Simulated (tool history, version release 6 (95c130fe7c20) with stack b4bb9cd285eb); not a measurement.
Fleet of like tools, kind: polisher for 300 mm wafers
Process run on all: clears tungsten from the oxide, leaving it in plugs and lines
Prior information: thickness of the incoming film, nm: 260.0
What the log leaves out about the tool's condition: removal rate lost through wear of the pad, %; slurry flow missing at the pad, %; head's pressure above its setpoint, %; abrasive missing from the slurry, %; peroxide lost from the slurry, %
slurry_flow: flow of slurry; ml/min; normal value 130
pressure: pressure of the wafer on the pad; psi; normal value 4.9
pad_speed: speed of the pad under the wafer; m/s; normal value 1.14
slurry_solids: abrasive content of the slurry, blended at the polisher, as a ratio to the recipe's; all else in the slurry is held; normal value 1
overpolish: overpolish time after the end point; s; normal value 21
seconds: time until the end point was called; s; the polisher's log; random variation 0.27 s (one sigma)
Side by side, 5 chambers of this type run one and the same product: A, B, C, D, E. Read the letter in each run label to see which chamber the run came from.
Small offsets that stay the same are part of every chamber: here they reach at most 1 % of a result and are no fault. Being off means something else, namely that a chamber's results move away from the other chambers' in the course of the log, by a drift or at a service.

run   hour  slurry_flow  pressure  pad_speed  slurry_solids  overpolish  wafers polished on this pad  hours since the slurry nozzle was cleaned  hours since the head pressure was calibrated  hours since the slurry blender was calibrated  hours since the slurry got fresh peroxide  seconds
       1.4  -- chamber D: worn pad replaced by a new one
 1E      9          130       4.9       1.14              1          21                         1131                                      109.1                                         478.8                                           50.7                                       55.1   32.083
      13.5  -- chamber D: slurry blender recalibrated
 2D   15.7          130       4.9       1.14              1          21                          171                                        549                                         831.3                                            2.2                                         24   32.063
      18.5  -- chamber A: worn pad replaced by a new one
 3A   20.2          130       4.9       1.14              1          21                           20                                      285.5                                         207.8                                             56                                       53.8   32.442
 4B   29.7          130       4.9       1.14              1          21                          398                                      144.3                                         243.7                                          294.5                                      140.5   32.347
      32.1  -- chamber E: worn pad replaced by a new one
      36.6  -- chamber B: slurry blender recalibrated
        37  -- chamber D: slurry nozzle cleaned
 5C   39.8          130       4.9       1.14              1          21                          959                                      172.6                                         139.2                                           80.1                                       45.8   32.024
 6E   44.9          130       4.9       1.14              1          21                          153                                        145                                         514.7                                           86.6                                         91   32.197
      48.9  -- chamber A: slurry tank refilled with fresh slurry and peroxide
      49.9  -- chamber C: worn pad replaced by a new one
 7D   54.8          130       4.9       1.14              1          21                          640                                       17.8                                         870.4                                           41.3                                       63.1   32.324
      61.5  -- chamber B: worn pad replaced by a new one
 8A   63.3          155       3.8       1.14              1          21                          537                                      328.6                                         250.9                                           99.1                                       14.5   40.984
 9B   71.7          155       3.8       1.14              1          21                          122                                      186.3                                         285.7                                           35.2                                      182.5   39.549
      74.3  -- chamber B: slurry tank refilled with fresh slurry and peroxide
      75.3  -- chamber D: worn pad replaced by a new one
10C     77          155       3.8       1.14              1          21                          324                                      209.8                                         176.4                                          117.3                                         83   40.567
      85.4  -- chamber E: slurry tank refilled with fresh slurry and peroxide
11B   86.3          155       3.8       1.14              1          21                          297                                      200.9                                         300.3                                           49.8                                       12.1   40.819
12A   91.7          155       3.8       1.14              1          21                          877                                        357                                         279.3                                          127.5                                       42.9   40.041
13D  100.5          130       4.9       1.14              1          21                          302                                       63.5                                         916.1                                             87                                      108.8   32.232
     100.9  -- chamber C: slurry blender recalibrated
14E  105.8          130       3.2       1.14              1          21                          883                                      205.9                                         575.6                                          147.5                                       20.5   50.108
     106.6  -- chamber C: slurry tank refilled with fresh slurry and peroxide
15C  115.5          130       3.2       1.14              1          21                          785                                      248.3                                         214.9                                           14.7                                        8.9   49.996
       117  -- chamber B: slurry nozzle cleaned
       118  -- chamber C: slurry nozzle cleaned
16D  121.4          130       3.2       1.14              1          21                          552                                       84.4                                           937                                          107.9                                      129.7   48.902
     122.5  -- chamber C: worn pad replaced by a new one
17C  126.7          130       3.2       1.14              1          21                           51                                        8.8                                         226.1                                           25.9                                       20.1   49.455
     129.1  -- chamber A: worn pad replaced by a new one
     130.5  -- chamber B: worn pad replaced by a new one
     130.9  -- chamber A: slurry tank refilled with fresh slurry and peroxide
18A  133.4          130       3.2       1.14              1          21                           52                                      398.7                                           321                                          169.2                                        2.5    49.22
     135.2  -- chamber D: slurry blender recalibrated
19B  139.5          130       4.9       1.14              1          21                          108                                       22.5                                         353.5                                            103                                       65.3   32.331
     145.2  -- chamber E: slurry blender recalibrated
20E  146.5          130       4.9       1.14              1          21                         1370                                      246.6                                         616.3                                            1.4                                       61.2   31.763
     152.1  -- chamber D: worn pad replaced by a new one
     155.4  -- chamber E: worn pad replaced by a new one
21A  155.6          130       4.9       1.14              1          21                          318                                      420.9                                         343.2                                          191.4                                       24.7    32.18
22E  162.8          130       4.9       1.14              1          21                           88                                      262.9                                         632.6                                           17.7                                       77.5   32.179
23D  169.9          130       4.9       1.14              1          21                          213                                      132.9                                         985.5                                           34.7                                      178.2   31.936
     173.2  -- chamber D: slurry tank refilled with fresh slurry and peroxide
24C  176.2          130       4.9       1.14              1          21                          643                                       58.3                                         275.6                                           75.4                                       69.6   32.091
     181.5  -- chamber A: head pressure recalibrated
25B  181.9          130       4.9       1.14              1          21                          615                                       64.9                                         395.9                                          145.4                                      107.7   32.119
26A  189.2          130       4.9       1.14              1          21                          720                                      454.5                                           7.7                                            225                                       58.3    32.11
27D  193.9          130       4.9       1.14              1          21                          501                                      156.9                                        1009.5                                           58.7                                       20.7   30.969
     194.3  -- chamber A: slurry blender recalibrated
28C    201          130       4.9       1.14              1          21                          941                                       83.1                                         300.4                                          100.2                                       94.4   32.324
     202.6  -- chamber B: worn pad replaced by a new one
29E  208.4          130       4.9       1.14              1          21                          634                                      308.5                                         678.2                                           63.3                                      123.1    32.41
     209.3  -- chamber E: slurry nozzle cleaned
     209.3  -- chamber E: slurry tank refilled with fresh slurry and peroxide
     213.1  -- chamber C: worn pad replaced by a new one
30B  214.9          130       4.9       1.14              1          21                          148                                       97.9                                         428.9                                          178.4                                      140.7   32.449
     221.8  -- chamber A: slurry tank refilled with fresh slurry and peroxide
31C  224.2          130       4.9       1.14              1          21                          133                                      106.3                                         323.6                                          123.4                                      117.6   32.524
     228.3  -- chamber D: worn pad replaced by a new one
     229.5  -- chamber A: worn pad replaced by a new one
32A  232.9          130       4.9       1.14              1          21                           41                                      498.2                                          51.4                                           38.7                                       11.1   32.263
33B  237.4          130         4       1.14              1          21                          417                                      120.4                                         451.4                                          200.9                                      163.2    39.32
     246.2  -- chamber C: slurry tank refilled with fresh slurry and peroxide
34E  246.8          130         4       1.14              1          21                         1094                                       37.5                                         716.6                                          101.7                                       37.6   39.997
     255.7  -- chamber C: slurry blender recalibrated
35D  255.7          130         4       1.14              1          21                          328                                      218.7                                        1071.3                                          120.5                                       82.5   37.192
36C  263.9          130         4       1.14              1          21                          608                                        146                                         363.3                                            8.2                                       17.8   39.255

Does one chamber stand apart from the rest, does the shared gauge drift, or is all well apart from small per-chamber offsets? Give the chamber and the most likely cause, where there is one.

Chamber D drifts away from the others.
Cause: head's pressure above its setpoint, % = 6.46.

Here are 4 candidates for chamber D's next run, each the usual settings with a change, their results left as question marks. Which one brings its results back in line with what the others give on the usual settings?
In line means no further than this from the other chambers' mean on the usual settings: seconds 0.96 s
37D-1  271.2          135       5.4       1.14              1          21                                                                                                                                                                                                                        ?
37D-2  271.2          130       4.6       1.08              1          21                                                                                                                                                                                                                        ?
37D-3  271.2          130       4.9       1.08              1          21                                                                                                                                                                                                                        ?
37D-4  271.2          150       4.9       1.14           1.15          21                                                                                                                                                                                                                        ?

Mean of the other chambers on the usual settings: seconds 32.339 s
  run  seconds
37D-1   27.558
37D-2   34.344
37D-3   32.272
37D-4   28.783
With 37D-3, the chamber falls back in line with the rest.
